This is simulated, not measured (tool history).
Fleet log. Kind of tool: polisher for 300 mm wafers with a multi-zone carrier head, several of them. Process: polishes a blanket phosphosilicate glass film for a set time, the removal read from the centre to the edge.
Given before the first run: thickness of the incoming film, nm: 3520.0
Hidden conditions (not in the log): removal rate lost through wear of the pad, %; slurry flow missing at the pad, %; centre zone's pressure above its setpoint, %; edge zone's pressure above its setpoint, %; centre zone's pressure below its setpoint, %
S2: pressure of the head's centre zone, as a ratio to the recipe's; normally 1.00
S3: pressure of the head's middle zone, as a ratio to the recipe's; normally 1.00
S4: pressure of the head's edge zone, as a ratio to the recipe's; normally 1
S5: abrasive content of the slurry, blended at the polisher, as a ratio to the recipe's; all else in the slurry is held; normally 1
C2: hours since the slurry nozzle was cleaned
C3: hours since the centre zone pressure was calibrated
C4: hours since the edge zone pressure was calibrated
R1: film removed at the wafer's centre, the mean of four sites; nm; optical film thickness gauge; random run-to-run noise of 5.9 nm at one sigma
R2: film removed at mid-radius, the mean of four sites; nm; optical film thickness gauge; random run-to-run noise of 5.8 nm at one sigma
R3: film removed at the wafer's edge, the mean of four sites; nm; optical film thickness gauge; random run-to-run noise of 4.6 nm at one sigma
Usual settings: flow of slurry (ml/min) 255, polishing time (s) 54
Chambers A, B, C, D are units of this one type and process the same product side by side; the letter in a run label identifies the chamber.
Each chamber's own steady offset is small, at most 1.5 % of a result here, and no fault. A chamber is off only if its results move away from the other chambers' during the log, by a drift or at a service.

run 1B hour=3.2 | flow_of_slurry_(ml/min)=255 S2=1.00 S3=1.00 S4=1 S5=1 polishing_time_(s)=54 | wafers_polished_on_this_pad=78 C2=654.5 C3=398.4 C4=911.5 | R1=405.58 R2=398.39 R3=409.35
-- hour=6.8 chamber D: worn pad replaced by a new one
run 2C hour=8.2 | flow_of_slurry_(ml/min)=255 S2=1.00 S3=1.00 S4=1 S5=1 polishing_time_(s)=54 | wafers_polished_on_this_pad=180 C2=435.2 C3=221.8 C4=187.0 | R1=401.42 R2=405.40 R3=396.62
run 3D hour=12.4 | flow_of_slurry_(ml/min)=255 S2=1.00 S3=1.00 S4=1 S5=1 polishing_time_(s)=54 | wafers_polished_on_this_pad=62 C2=308.0 C3=945.8 C4=163.3 | R1=390.05 R2=401.85 R3=410.95
run 4A hour=14.8 | flow_of_slurry_(ml/min)=255 S2=1.00 S3=1.00 S4=1 S5=1 polishing_time_(s)=54 | wafers_polished_on_this_pad=622 C2=55.1 C3=410.2 C4=914.3 | R1=403.49 R2=390.13 R3=395.99
run 5A hour=19.9 | flow_of_slurry_(ml/min)=255 S2=1.00 S3=1.00 S4=1 S5=1 polishing_time_(s)=54 | wafers_polished_on_this_pad=678 C2=60.2 C3=415.3 C4=919.4 | R1=407.76 R2=396.72 R3=393.79
run 6B hour=24.0 | flow_of_slurry_(ml/min)=255 S2=1.00 S3=1.00 S4=1 S5=1 polishing_time_(s)=54 | wafers_polished_on_this_pad=307 C2=675.3 C3=419.2 C4=932.3 | R1=405.79 R2=408.16 R3=415.93
run 7C hour=27.7 | flow_of_slurry_(ml/min)=255 S2=1.00 S3=1.00 S4=1 S5=1 polishing_time_(s)=54 | wafers_polished_on_this_pad=395 C2=454.7 C3=241.3 C4=206.5 | R1=401.84 R2=396.16 R3=387.57
run 8D hour=32.5 | flow_of_slurry_(ml/min)=255 S2=1.00 S3=1.00 S4=1 S5=1 polishing_time_(s)=54 | wafers_polished_on_this_pad=283 C2=328.1 C3=965.9 C4=183.4 | R1=405.46 R2=396.86 R3=398.84
-- hour=35.2 chamber A: edge zone pressure recalibrated
run 9B hour=37.1 | flow_of_slurry_(ml/min)=255 S2=1.00 S3=1.00 S4=1 S5=1 polishing_time_(s)=54 | wafers_polished_on_this_pad=452 C2=688.4 C3=432.3 C4=945.4 | R1=410.90 R2=403.40 R3=402.61
-- hour=39.6 chamber C: worn pad replaced by a new one
run 10D hour=41.2 | flow_of_slurry_(ml/min)=255 S2=1.00 S3=1.00 S4=1 S5=1 polishing_time_(s)=54 | wafers_polished_on_this_pad=380 C2=336.8 C3=974.6 C4=192.1 | R1=405.06 R2=399.44 R3=398.19
-- hour=46.4 chamber D: slurry nozzle cleaned
run 11C hour=46.5 | flow_of_slurry_(ml/min)=255 S2=1.00 S3=1.00 S4=1 S5=1 polishing_time_(s)=54 | wafers_polished_on_this_pad=76 C2=473.5 C3=260.1 C4=225.3 | R1=398.66 R2=406.88 R3=407.21
run 12A hour=51.0 | flow_of_slurry_(ml/min)=255 S2=1.00 S3=1.00 S4=1 S5=1 polishing_time_(s)=54 | wafers_polished_on_this_pad=1021 C2=91.3 C3=446.4 C4=15.9 | R1=410.78 R2=385.56 R3=405.13
-- hour=53.8 chamber D: worn pad replaced by a new one
run 13B hour=56.0 | flow_of_slurry_(ml/min)=255 S2=1.00 S3=1.00 S4=1 S5=1 polishing_time_(s)=54 | wafers_polished_on_this_pad=660 C2=707.3 C3=451.2 C4=964.3 | R1=415.76 R2=392.49 R3=407.25
-- hour=58.9 chamber B: worn pad replaced by a new one
run 14C hour=61.4 | flow_of_slurry_(ml/min)=255 S2=1.00 S3=1.00 S4=1 S5=1 polishing_time_(s)=54 | wafers_polished_on_this_pad=240 C2=488.4 C3=275.0 C4=240.2 | R1=398.33 R2=411.27 R3=395.20
run 15A hour=64.6 | flow_of_slurry_(ml/min)=255 S2=1.00 S3=1.00 S4=1 S5=1 polishing_time_(s)=54 | wafers_polished_on_this_pad=1172 C2=104.9 C3=460.0 C4=29.5 | R1=399.53 R2=400.78 R3=396.64
run 16D hour=67.4 | flow_of_slurry_(ml/min)=255 S2=1.00 S3=1.00 S4=1 S5=1 polishing_time_(s)=54 | wafers_polished_on_this_pad=150 C2=21.0 C3=1000.8 C4=218.3 | R1=392.40 R2=401.41 R3=401.89
run 17C hour=69.8 | flow_of_slurry_(ml/min)=255 S2=1.00 S3=1.00 S4=1 S5=1 polishing_time_(s)=54 | wafers_polished_on_this_pad=333 C2=496.8 C3=283.4 C4=248.6 | R1=409.52 R2=406.27 R3=395.04
run 18A hour=72.5 | flow_of_slurry_(ml/min)=255 S2=1.00 S3=1.00 S4=1 S5=1 polishing_time_(s)=54 | wafers_polished_on_this_pad=1259 C2=112.8 C3=467.9 C4=37.4 | R1=410.62 R2=398.29 R3=393.86
run 19D hour=77.7 | flow_of_slurry_(ml/min)=255 S2=1.00 S3=1.00 S4=1 S5=1 polishing_time_(s)=54 | wafers_polished_on_this_pad=264 C2=31.3 C3=1011.1 C4=228.6 | R1=399.76 R2=404.59 R3=399.66
-- hour=79.0 chamber A: worn pad replaced by a new one
run 20B hour=81.3 | flow_of_slurry_(ml/min)=255 S2=1.00 S3=1.00 S4=1 S5=1 polishing_time_(s)=54 | wafers_polished_on_this_pad=248 C2=732.6 C3=476.5 C4=989.6 | R1=431.94 R2=407.56 R3=406.93
run 21C hour=84.2 | flow_of_slurry_(ml/min)=255 S2=1.00 S3=1.00 S4=1 S5=1 polishing_time_(s)=54 | wafers_polished_on_this_pad=492 C2=511.2 C3=297.8 C4=263.0 | R1=396.61 R2=400.79 R3=393.79
run 22B hour=86.9 | flow_of_slurry_(ml/min)=255 S2=1.00 S3=1.11 S4=1 S5=1 polishing_time_(s)=39 | wafers_polished_on_this_pad=309 C2=738.2 C3=482.1 C4=995.2 | R1=310.92 R2=321.11 R3=292.68
-- hour=89.7 chamber C: worn pad replaced by a new one
run 23D hour=90.8 | flow_of_slurry_(ml/min)=255 S2=1.00 S3=1.11 S4=1 S5=1 polishing_time_(s)=39 | wafers_polished_on_this_pad=408 C2=44.4 C3=1024.2 C4=241.7 | R1=289.64 R2=325.88 R3=290.88
run 24A hour=95.2 | flow_of_slurry_(ml/min)=255 S2=1.00 S3=1.11 S4=1 S5=1 polishing_time_(s)=39 | wafers_polished_on_this_pad=179 C2=135.5 C3=490.6 C4=60.1 | R1=283.43 R2=315.97 R3=284.02
-- hour=98.3 chamber D: worn pad replaced by a new one
run 25B hour=100.4 | flow_of_slurry_(ml/min)=255 S2=1.00 S3=1.11 S4=1 S5=1 polishing_time_(s)=39 | wafers_polished_on_this_pad=458 C2=751.7 C3=495.6 C4=1008.7 | R1=308.54 R2=314.09 R3=288.16
-- hour=103.9 chamber A: centre zone pressure recalibrated
run 26D hour=104.2 | flow_of_slurry_(ml/min)=255 S2=1.00 S3=1.00 S4=1 S5=1 polishing_time_(s)=54 | wafers_polished_on_this_pad=66 C2=57.8 C3=1037.6 C4=255.1 | R1=398.25 R2=399.07 R3=406.94
-- hour=106.9 chamber B: edge zone pressure recalibrated
run 27A hour=107.0 | flow_of_slurry_(ml/min)=255 S2=1.00 S3=1.00 S4=1 S5=1 polishing_time_(s)=54 | wafers_polished_on_this_pad=309 C2=147.3 C3=3.1 C4=71.9 | R1=402.27 R2=402.07 R3=402.28
run 28C hour=112.4 | flow_of_slurry_(ml/min)=255 S2=1.00 S3=1.00 S4=1 S5=1 polishing_time_(s)=54 | wafers_polished_on_this_pad=251 C2=539.4 C3=326.0 C4=291.2 | R1=393.29 R2=412.07 R3=401.97
run 29C hour=117.1 | flow_of_slurry_(ml/min)=255 S2=1.00 S3=1.00 S4=1 S5=1 polishing_time_(s)=54 | wafers_polished_on_this_pad=302 C2=544.1 C3=330.7 C4=295.9 | R1=392.20 R2=399.29 R3=395.20
-- hour=118.9 chamber B: worn pad replaced by a new one
run 30D hour=120.9 | flow_of_slurry_(ml/min)=255 S2=1.00 S3=1.00 S4=1 S5=1 polishing_time_(s)=54 | wafers_polished_on_this_pad=250 C2=74.5 C3=1054.3 C4=271.8 | R1=394.09 R2=403.66 R3=403.33
run 31B hour=124.9 | flow_of_slurry_(ml/min)=255 S2=1.00 S3=1.00 S4=1 S5=1 polishing_time_(s)=54 | wafers_polished_on_this_pad=66 C2=776.2 C3=520.1 C4=18.1 | R1=439.37 R2=409.71 R3=401.42
run 32A hour=127.6 | flow_of_slurry_(ml/min)=255 S2=1.00 S3=1.00 S4=1 S5=1 polishing_time_(s)=54 | wafers_polished_on_this_pad=537 C2=167.9 C3=23.7 C4=92.5 | R1=412.99 R2=409.79 R3=405.40
run 33B hour=130.5 | flow_of_slurry_(ml/min)=255 S2=1.07 S3=1.00 S4=1 S5=1 polishing_time_(s)=54 | wafers_polished_on_this_pad=128 C2=781.8 C3=525.7 C4=23.7 | R1=466.78 R2=404.89 R3=416.12

Next, all 4 chambers run the settings below, one line each with question marks for the results. What does each chamber give?
run 34A hour=134.4 | flow_of_slurry_(ml/min)=255 S2=1.00 S3=1.00 S4=1 S5=1 polishing_time_(s)=54 | R1=? R2=? R3=?
run 34B hour=134.4 | flow_of_slurry_(ml/min)=255 S2=1.00 S3=1.00 S4=1 S5=1 polishing_time_(s)=54 | R1=? R2=? R3=?
run 34C hour=134.4 | flow_of_slurry_(ml/min)=255 S2=1.00 S3=1.00 S4=1 S5=1 polishing_time_(s)=54 | R1=? R2=? R3=?
run 34D hour=134.4 | flow_of_slurry_(ml/min)=255 S2=1.00 S3=1.00 S4=1 S5=1 polishing_time_(s)=54 | R1=? R2=? R3=?

run=34A R1=395.88 R2=397.48 R3=403.26
run=34B R1=449.78 R2=393.25 R3=404.65
run=34C R1=394.79 R2=398.36 R3=400.42
run=34D R1=394.94 R2=408.97 R3=400.86
